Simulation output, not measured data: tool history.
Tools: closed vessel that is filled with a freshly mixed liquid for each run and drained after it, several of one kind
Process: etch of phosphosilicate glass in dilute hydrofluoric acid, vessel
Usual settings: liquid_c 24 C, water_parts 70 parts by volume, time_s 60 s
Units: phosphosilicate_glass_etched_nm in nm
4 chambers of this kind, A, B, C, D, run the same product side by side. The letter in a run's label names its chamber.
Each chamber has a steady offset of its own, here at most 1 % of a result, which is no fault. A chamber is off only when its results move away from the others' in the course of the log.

run   hour  liquid_c  water_parts  time_s  read-back film thickness of the phosphosilicate glass reference wafer, read on the same gauge (nm)  phosphosilicate_glass_etched_nm
 1B    7.9        24           70      60                                                                                              129.96                            70.01
 2C   15.6        24           70      60                                                                                              129.98                           69.923
 3D   28.2        24           70      60                                                                                              129.98                           71.383
 4A   34.9        24           70      60                                                                                              130.02                             72.1
 5A     41        24           70      60                                                                                              129.99                           71.721
 6D   54.3        24           70      60                                                                                              130.02                             70.6
 7B   67.4        24           70      60                                                                                              130.01                           70.209
 8C   73.8        24           70      60                                                                                                 130                           71.103
 9D   86.1        24           70      60                                                                                              129.97                           71.164
10B   96.7        24           70      60                                                                                              129.99                           72.017
11C  110.4        24           70      60                                                                                              130.02                           70.717
12A  117.7        24           70      60                                                                                              130.04                            71.71
13A  125.5        24           70      60                                                                                              130.04                            71.49
14C  138.3        24           70      60                                                                                              129.97                           70.526
     141.4  -- chamber A: hydrofluoric acid flow meter replaced
15B  145.1        24           70      60                                                                                              130.02                           69.899
16D  155.2        24           70      60                                                                                              130.05                           70.617
17B  162.3        22           70      35                                                                                                 130                           36.982
18C  176.4        22           70      35                                                                                              129.99                           37.793
19A  186.2        22           70      35                                                                                              130.05                           38.213
20D  199.4        22           70      35                                                                                              130.02                           38.147
21D  208.3        24           70      60                                                                                              129.97                           71.825
22A  217.8        24           70      60                                                                                              130.03                           71.028
23C  226.6        24           70      60                                                                                                 130                           69.997
24B  235.5        24           70      60                                                                                              130.01                           67.019
25B  246.7        24           70      60                                                                                              130.02                           65.995
     248.2  -- chamber D: hydrofluoric acid flow meter replaced
     250.5  -- chamber B: hydrofluoric acid flow meter replaced
26A  257.8      19.5           70      60                                                                                              130.01                           58.996
27D    271      19.5           70      60                                                                                              129.99                           58.487
28C    278      19.5           70      60                                                                                              130.05                           59.188
29D  286.5      19.5           70      60                                                                                              129.99                           58.659
30C  293.1        24           70      60                                                                                              129.99                           70.384
31A  302.1        24           70      60                                                                                              130.01                           69.194
32B  310.5        24           70      60                                                                                              129.98                           65.056
33D  321.8        24           70      60                                                                                              129.99                           70.174
34B  333.5        24           70      60                                                                                                 130                           65.028
35A  342.4        24           70      60                                                                                              129.99                           70.887

Is one chamber off against the others, does the gauge drift, or is nothing wrong? If a chamber is off, say which, and what the likeliest cause is.

Chamber B drifts away from the others.
Cause: liquid colder than its thermometer reads (K) = 2.33.

Here are 4 candidates for chamber B's next run, each the usual settings with a change, their results left as question marks. Which one brings its results back in line with what the others give on the usual settings?
In line means no further than this from the other chambers' mean on the usual settings: phosphosilicate_glass_etched_nm 2.2 nm
36B-1  352.5        25           70      60                                                                                                                                    ?
36B-2  352.5      21.5           70      60                                                                                                                                    ?
36B-3  352.5        23           70      60                                                                                                                                    ?
36B-4  352.5      26.5           70      60                                                                                                                                    ?

The other chambers' mean on the usual settings: phosphosilicate_glass_etched_nm 70.839 nm
  run  phosphosilicate_glass_etched_nm
36B-1                           66.889
36B-2                           57.686
36B-3                           61.508
36B-4                           71.158
36B-4 brings the chamber back in line.

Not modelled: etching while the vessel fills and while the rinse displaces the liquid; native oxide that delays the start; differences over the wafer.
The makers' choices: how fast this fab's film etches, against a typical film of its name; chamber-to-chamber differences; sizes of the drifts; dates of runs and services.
